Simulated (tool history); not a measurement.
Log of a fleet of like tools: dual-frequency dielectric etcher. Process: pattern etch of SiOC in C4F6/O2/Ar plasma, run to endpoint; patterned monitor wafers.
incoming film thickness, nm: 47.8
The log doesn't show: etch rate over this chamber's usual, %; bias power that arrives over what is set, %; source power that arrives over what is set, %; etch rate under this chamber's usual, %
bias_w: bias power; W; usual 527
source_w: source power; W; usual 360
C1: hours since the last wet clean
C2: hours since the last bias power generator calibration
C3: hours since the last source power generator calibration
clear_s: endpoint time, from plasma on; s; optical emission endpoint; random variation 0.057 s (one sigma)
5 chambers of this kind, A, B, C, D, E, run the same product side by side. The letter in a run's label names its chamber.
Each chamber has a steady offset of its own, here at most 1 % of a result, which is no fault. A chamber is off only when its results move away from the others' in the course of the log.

Run 1B, day 0.179: usual settings; C1 192.9; C2 1189.7; C3 964.4. Result: clear_s 16.181 s.
Run 2D, day 0.275: usual settings; C1 296.9; C2 2071.9; C3 893.2. Result: clear_s 16.283 s.
Run 3E, day 0.446: usual settings; C1 443.3; C2 1012.3; C3 395.4. Result: clear_s 16.262 s.
Run 4C, day 0.546: usual settings; C1 235.7; C2 2705.9; C3 3030.1. Result: clear_s 16.444 s.
Run 5A, day 0.650: usual settings; C1 396.5; C2 110.3; C3 4132.1. Result: clear_s 16.396 s.
Run 6B, day 0.767: usual settings but bias_w 447 W; C1 207.0; C2 1203.8; C3 978.5. Result: clear_s 17.361 s.
Run 7C, day 0.954: usual settings but bias_w 447 W; C1 245.5; C2 2715.7; C3 3039.9. Result: clear_s 17.535 s.
Run 8A, day 1.067: usual settings but bias_w 447 W; C1 406.5; C2 120.3; C3 4142.1. Result: clear_s 17.320 s.
Run 9D, day 1.238: usual settings but bias_w 447 W; C1 320.0; C2 2095.0; C3 916.3. Result: clear_s 17.453 s.
Run 10E, day 1.442: usual settings but bias_w 447 W; C1 467.2; C2 1036.2; C3 419.3. Result: clear_s 17.224 s.
Run 11C, day 1.592: usual settings; C1 260.8; C2 2731.0; C3 3055.2. Result: clear_s 16.353 s.
Run 12E, day 1.804: usual settings; C1 475.9; C2 1044.9; C3 428.0. Result: clear_s 16.296 s.
Run 13A, day 1.954: usual settings; C1 427.8; C2 141.6; C3 4163.4. Result: clear_s 16.308 s.
Run 14D, day 2.104: usual settings; C1 340.8; C2 2115.8; C3 937.1. Result: clear_s 16.348 s.
Run 15B, day 2.225: usual settings; C1 242.0; C2 1238.8; C3 1013.5. Result: clear_s 16.238 s.
Run 16E, day 2.438: usual settings; C1 491.1; C2 1060.1; C3 443.2. Result: clear_s 16.271 s.
Run 17C, day 2.638: usual settings; C1 285.9; C2 2756.1; C3 3080.3. Result: clear_s 16.565 s.
Run 18B, day 2.754: usual settings; C1 254.7; C2 1251.5; C3 1026.2. Result: clear_s 16.305 s.
Run 19A, day 2.917: usual settings; C1 450.9; C2 164.7; C3 4186.5. Result: clear_s 16.351 s.
Run 20D, day 3.025: usual settings; C1 362.9; C2 2137.9; C3 959.2. Result: clear_s 16.332 s.
Run 21E, day 3.204: usual settings; C1 509.5; C2 1078.5; C3 461.6. Result: clear_s 16.342 s.
At day 3.229: chamber E: wet clean of the chamber.
Run 22A, day 3.338: usual settings; C1 461.0; C2 174.8; C3 4196.6. Result: clear_s 16.293 s.
Run 23D, day 3.483: usual settings; C1 373.9; C2 2148.9; C3 970.2. Result: clear_s 16.403 s.
Run 24B, day 3.583: usual settings; C1 274.6; C2 1271.4; C3 1046.1. Result: clear_s 16.325 s.
Run 25C, day 3.700: usual settings; C1 311.4; C2 2781.6; C3 3105.8. Result: clear_s 16.753 s.
Run 26E, day 3.846: usual settings; C1 14.9; C2 1093.9; C3 477.0. Result: clear_s 16.427 s.
Run 27A, day 3.992: usual settings; C1 476.7; C2 190.5; C3 4212.3. Result: clear_s 16.344 s.
Run 28D, day 4.154: usual settings; C1 390.0; C2 2165.0; C3 986.3. Result: clear_s 16.309 s.
Run 29B, day 4.283: usual settings; C1 291.4; C2 1288.2; C3 1062.9. Result: clear_s 16.307 s.
Run 30C, day 4.471: usual settings but source_w 310 W; C1 329.9; C2 2800.1; C3 3124.3. Result: clear_s 17.757 s.
Run 31A, day 4.625: usual settings but source_w 310 W; C1 491.9; C2 205.7; C3 4227.5. Result: clear_s 17.360 s.
Run 32E, day 4.838: usual settings but source_w 310 W; C1 38.7; C2 1117.7; C3 500.8. Result: clear_s 17.354 s.
At day 4.917: chamber D: wet clean of the chamber.
Run 33C, day 5.017: usual settings but source_w 310 W; C1 343.0; C2 2813.2; C3 3137.4. Result: clear_s 17.867 s.
Run 34D, day 5.183: usual settings but source_w 310 W; C1 6.4; C2 2189.7; C3 1011.0. Result: clear_s 17.202 s.
Run 35B, day 5.333: usual settings; C1 316.6; C2 1313.4; C3 1088.1. Result: clear_s 16.235 s.

What goes on in this fleet: one chamber off, a drifting gauge, or nothing beyond the chambers' own small offsets? Name the chamber and the cause, if any.

Chamber C drifts away from the others.
Cause: etch rate under this chamber's usual, % = 2.92.

Here are 4 candidates for chamber C's next run, each the usual settings with a change, their results left as question marks. Which one brings its results back in line with what the others give on the usual settings?
In line means no further than this from the other chambers' mean on the usual settings: clear_s 0.200 s
Run 36C-1, day 5.488: usual settings but bias_w 547 W. Result: clear_s ?.
Run 36C-2, day 5.488: usual settings but bias_w 472 W. Result: clear_s ?.
Run 36C-3, day 5.488: usual settings but source_w 400 W. Result: clear_s ?.
Run 36C-4, day 5.488: usual settings but source_w 350 W. Result: clear_s ?.

The other chambers' mean on the usual settings: clear_s 16.334 s
  run  clear_s
36C-1   16.749
36C-2   17.694
36C-3   16.345
36C-4   17.160
36C-3 brings the chamber back in line.

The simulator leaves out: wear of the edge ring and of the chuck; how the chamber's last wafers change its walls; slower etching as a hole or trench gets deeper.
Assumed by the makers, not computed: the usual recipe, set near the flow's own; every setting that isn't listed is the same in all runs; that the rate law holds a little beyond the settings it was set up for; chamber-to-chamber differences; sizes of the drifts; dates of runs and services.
